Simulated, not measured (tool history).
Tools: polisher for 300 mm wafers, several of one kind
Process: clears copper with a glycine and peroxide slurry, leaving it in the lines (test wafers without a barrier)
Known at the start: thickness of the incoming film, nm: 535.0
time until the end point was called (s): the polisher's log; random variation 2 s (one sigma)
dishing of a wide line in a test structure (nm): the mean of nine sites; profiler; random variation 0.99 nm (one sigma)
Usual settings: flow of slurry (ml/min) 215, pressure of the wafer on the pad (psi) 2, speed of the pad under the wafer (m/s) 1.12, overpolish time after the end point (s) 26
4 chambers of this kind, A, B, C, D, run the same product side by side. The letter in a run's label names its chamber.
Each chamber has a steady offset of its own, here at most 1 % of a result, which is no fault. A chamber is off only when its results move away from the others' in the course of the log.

run,day,flow of slurry (ml/min),pressure of the wafer on the pad (psi),speed of the pad under the wafer (m/s),overpolish time after the end point (s),wafers polished on this pad,hours since the slurry nozzle was cleaned,hours since the head pressure was calibrated,time until the end point was called (s),dishing of a wide line in a test structure (nm)
1A,0.212,215,2,1.12,26,129,572.7,279.9,142.54,50.104
2D,0.425,215,2,1.12,26,921,194.7,650.6,141.05,48.388
3C,0.633,215,2,1.12,26,262,133.1,368,139.84,49.462
# day 0.658: chamber B: slurry nozzle cleaned
4B,0.842,215,2,1.12,26,354,4.5,593.8,141.61,48.772
5A,1.117,215,2,1.12,40,253,594.4,301.6,142.18,62.958
6B,1.392,215,2,1.12,40,429,17.7,607,139.37,63.203
7D,1.588,215,2,1.12,40,1080,222.6,678.5,142.9,59.688
# day 1.825: chamber D: slurry nozzle cleaned
8C,1.85,215,2,1.12,40,429,162.3,397.2,139.39,62.83
9D,2.046,215,2,1.12,26,1143,5.4,689.5,140.25,48.796
10A,2.254,215,2,1.12,26,409,621.7,328.9,137.81,49.135
11B,2.517,215,2,1.12,26,584,44.7,634,136.7,51.626
12C,2.733,215,2,1.12,26,550,183.5,418.4,137.51,50.237
13C,2.942,270,2,1.3,26,579,188.5,423.4,121.58,55.801
14A,3.092,270,2,1.3,26,524,641.8,349,122.19,53.915
15B,3.262,270,2,1.3,26,686,62.6,651.9,123.97,53.514
16D,3.529,270,2,1.3,26,1347,41,725.1,121.25,54.095
17B,3.662,215,2,1.12,26,741,72.2,661.5,141.58,50.002
18D,3.796,215,2,1.12,26,1383,47.4,731.5,144.15,50.431
19A,4.067,215,2,1.12,26,658,665.2,372.4,139.87,48.931
20C,4.238,215,2,1.12,26,757,219.6,454.5,147,48.695
21D,4.508,215,2,1.12,26,1481,64.5,748.6,145.19,48.876
# day 4.538: chamber D: worn pad replaced by a new one
22A,4.679,285,2.6,1.12,26,742,679.9,387.1,112.31,57.873
# day 4.85: chamber C: head pressure recalibrated
23B,4.858,285,2.6,1.12,26,905,100.9,690.2,111.11,60.352
24C,5.004,285,2.6,1.12,26,862,238,3.7,116.23,55.261
25D,5.188,285,2.6,1.12,26,89,80.8,764.9,113.92,59.89
26B,5.454,215,2,1.12,26,987,115.2,704.5,141.63,49.561
# day 5.588: chamber B: head pressure recalibrated
27C,5.6,215,2,1.12,26,944,252.3,18,155.05,47.065
28A,5.75,215,2,1.12,26,889,705.6,412.8,145.24,49.388
29C,5.992,215,2,1.12,26,997,261.7,27.4,151.1,48.076
30B,6.238,215,2,1.12,26,1094,134,15.7,141.2,49.228
31A,6.371,215,2,1.12,26,974,720.5,427.7,138.85,49.507
32D,6.554,215,2,1.12,26,276,113.6,797.7,140.87,47.781

Is one chamber off against the others, does the gauge drift, or is nothing wrong? If a chamber is off, say which, and what the likeliest cause is.

Chamber C drifts away from the others.
Cause: removal rate lost through wear of the pad, % = 11.3.

Here are 4 candidates for chamber C's next run, each the usual settings with a change, their results left as question marks. Which one brings its results back in line with what the others give on the usual settings?
In line means no further than this from the other chambers' mean on the usual settings: time until the end point was called (s) 7.2; dishing of a wide line in a test structure (nm) 3.5
33C-1,6.754,220,2.3,1.28,26,,,,?,?
33C-2,6.754,210,1.7,0.96,26,,,,?,?
33C-3,6.754,215,1.9,1.04,26,,,,?,?
33C-4,6.754,215,2.1,1.2,26,,,,?,?

The other chambers' mean on the usual settings: time until the end point was called (s) 140.5; dishing of a wide line in a test structure (nm) 50.161
run,time until the end point was called (s),dishing of a wide line in a test structure (nm)
33C-1,126.2,53.544
33C-2,201.1,39.902
33C-3,173.89,44.068
33C-4,143.65,49.557
33C-4 brings the chamber back in line.
